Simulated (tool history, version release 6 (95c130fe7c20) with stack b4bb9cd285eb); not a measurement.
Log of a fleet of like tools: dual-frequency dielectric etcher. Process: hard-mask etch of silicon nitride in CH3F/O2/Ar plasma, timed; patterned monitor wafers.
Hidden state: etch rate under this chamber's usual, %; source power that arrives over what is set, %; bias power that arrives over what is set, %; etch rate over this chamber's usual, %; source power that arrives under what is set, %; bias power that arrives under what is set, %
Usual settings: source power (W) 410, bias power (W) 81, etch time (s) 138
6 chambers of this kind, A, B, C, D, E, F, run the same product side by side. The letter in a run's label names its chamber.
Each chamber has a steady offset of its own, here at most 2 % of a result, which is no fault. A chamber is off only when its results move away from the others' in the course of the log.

run,hour,source power (W),bias power (W),etch time (s),hours since the last wet clean,hours since the last source power generator calibration,hours since the last bias power generator calibration,"read-back reference wafer on the same gauge, depth_nm",mean etch depth across the wafer (Å)
1F,5.4,410,81,138,406,1683.3,380,83.92,994.87
2E,12.7,410,81,138,308.2,1759.4,1781.3,83.929,1008
3B,18.2,410,81,138,287,745.7,764.3,84.063,1011.3
4D,24.5,410,81,138,106.3,806.2,900.9,83.933,1008.1
# hour 24.8: chamber E: wet clean of the chamber
5C,31,410,81,138,264.8,763.6,1135.6,84.001,1011.8
6A,35.3,480,81,138,233.6,641.5,1766.9,83.943,1089.3
7B,42,480,81,138,310.8,769.5,788.1,84.052,1092
8A,48.9,480,81,138,247.2,655.1,1780.5,84.057,1076.6
9F,52.5,480,81,138,453.1,1730.4,427.1,83.92,1056.9
10C,56.6,480,81,138,290.4,789.2,1161.2,83.975,1072.8
11E,60.8,480,81,138,36,1807.5,1829.4,84.017,1064.8
# hour 65.8: chamber F: wet clean of the chamber
12D,67.8,410,81,138,149.6,849.5,944.2,83.976,1012.2
13E,76,410,81,112,51.2,1822.7,1844.6,83.995,818.48
14A,80.3,410,81,112,278.6,686.5,1811.9,84.098,822.26
15C,84.5,410,81,112,318.3,817.1,1189.1,83.925,823.12
16B,88.8,410,81,112,357.6,816.3,834.9,84.018,823
17F,93.9,410,81,112,28.2,1771.8,468.5,83.959,809.35
18D,98.5,410,81,112,180.3,880.2,974.9,84.073,818.2
19F,102.4,410,81,138,36.7,1780.3,477,83.952,1003.7
20B,107.9,410,81,138,376.7,835.4,854,84.009,1010.7
21E,114.9,410,81,138,90.1,1861.6,1883.5,83.955,999.21
22A,119.2,340,81,123.5,317.5,725.4,1850.8,84.12,836.68
23D,125.6,340,81,123.5,207.4,907.3,1002,84.116,842.75
24C,129.5,340,81,123.5,363.3,862.1,1234.1,84.019,836.32
25B,136.4,340,81,123.5,405.2,863.9,882.5,84.128,844.82
26F,143.3,340,81,123.5,77.6,1821.2,517.9,83.931,835.17
# hour 147: chamber B: wet clean of the chamber
27E,147.3,340,81,123.5,122.5,1894,1915.9,84.027,839.1
28A,151.8,410,81,138,350.1,758,1883.4,83.889,1009.6
29C,159,410,81,138,392.8,891.6,1263.6,83.953,1011.2
30D,165.7,410,81,138,247.5,947.4,1042.1,84.083,1012.9
31C,170.9,410,93,116,404.7,903.5,1275.5,83.98,893.62
32D,178.3,410,93,116,260.1,960,1054.7,83.955,887.22
33F,183.1,410,93,116,117.4,1861,557.7,84.045,879.3
34A,188.9,410,93,116,387.2,795.1,1920.5,83.975,883.63
35B,195.8,410,93,116,48.8,923.3,941.9,84.036,857.81
36E,201,410,93,116,176.2,1947.7,1969.6,83.963,893.42
37B,206.4,410,81,138,59.4,933.9,952.5,84.071,969.69
38A,213.8,410,81,138,412.1,820,1945.4,84.082,1008.6
39C,219,410,81,138,452.8,951.6,1323.6,84.007,1012.5
40E,226.9,410,89,138,202.1,1973.6,1995.5,83.959,1042.9
41D,231.8,410,89,138,313.6,1013.5,1108.2,84.068,1042.8

What goes on in this fleet: one chamber off, a drifting gauge, or nothing beyond the chambers' own small offsets? Name the chamber and the cause, if any.

A service left chamber B off against the others.
Cause: etch rate under this chamber's usual, % = 4.1.

Here are 4 candidates for chamber B's next run, each the usual settings with a change, their results left as question marks. Which one brings its results back in line with what the others give on the usual settings?
In line means no further than this from the other chambers' mean on the usual settings: mean etch depth across the wafer (Å) 18
42B-1,237.7,420,82,146,,,,,?
42B-2,237.7,410,67,138,,,,,?
42B-3,237.7,410,82,142,,,,,?
42B-4,237.7,410,80,133.5,,,,,?

The other chambers' mean on the usual settings: mean etch depth across the wafer (Å) 1008.3
run,mean etch depth across the wafer (Å)
42B-1,1045.9
42B-2,913.65
42B-3,1008.1
42B-4,939.52
42B-3 brings the chamber back in line.
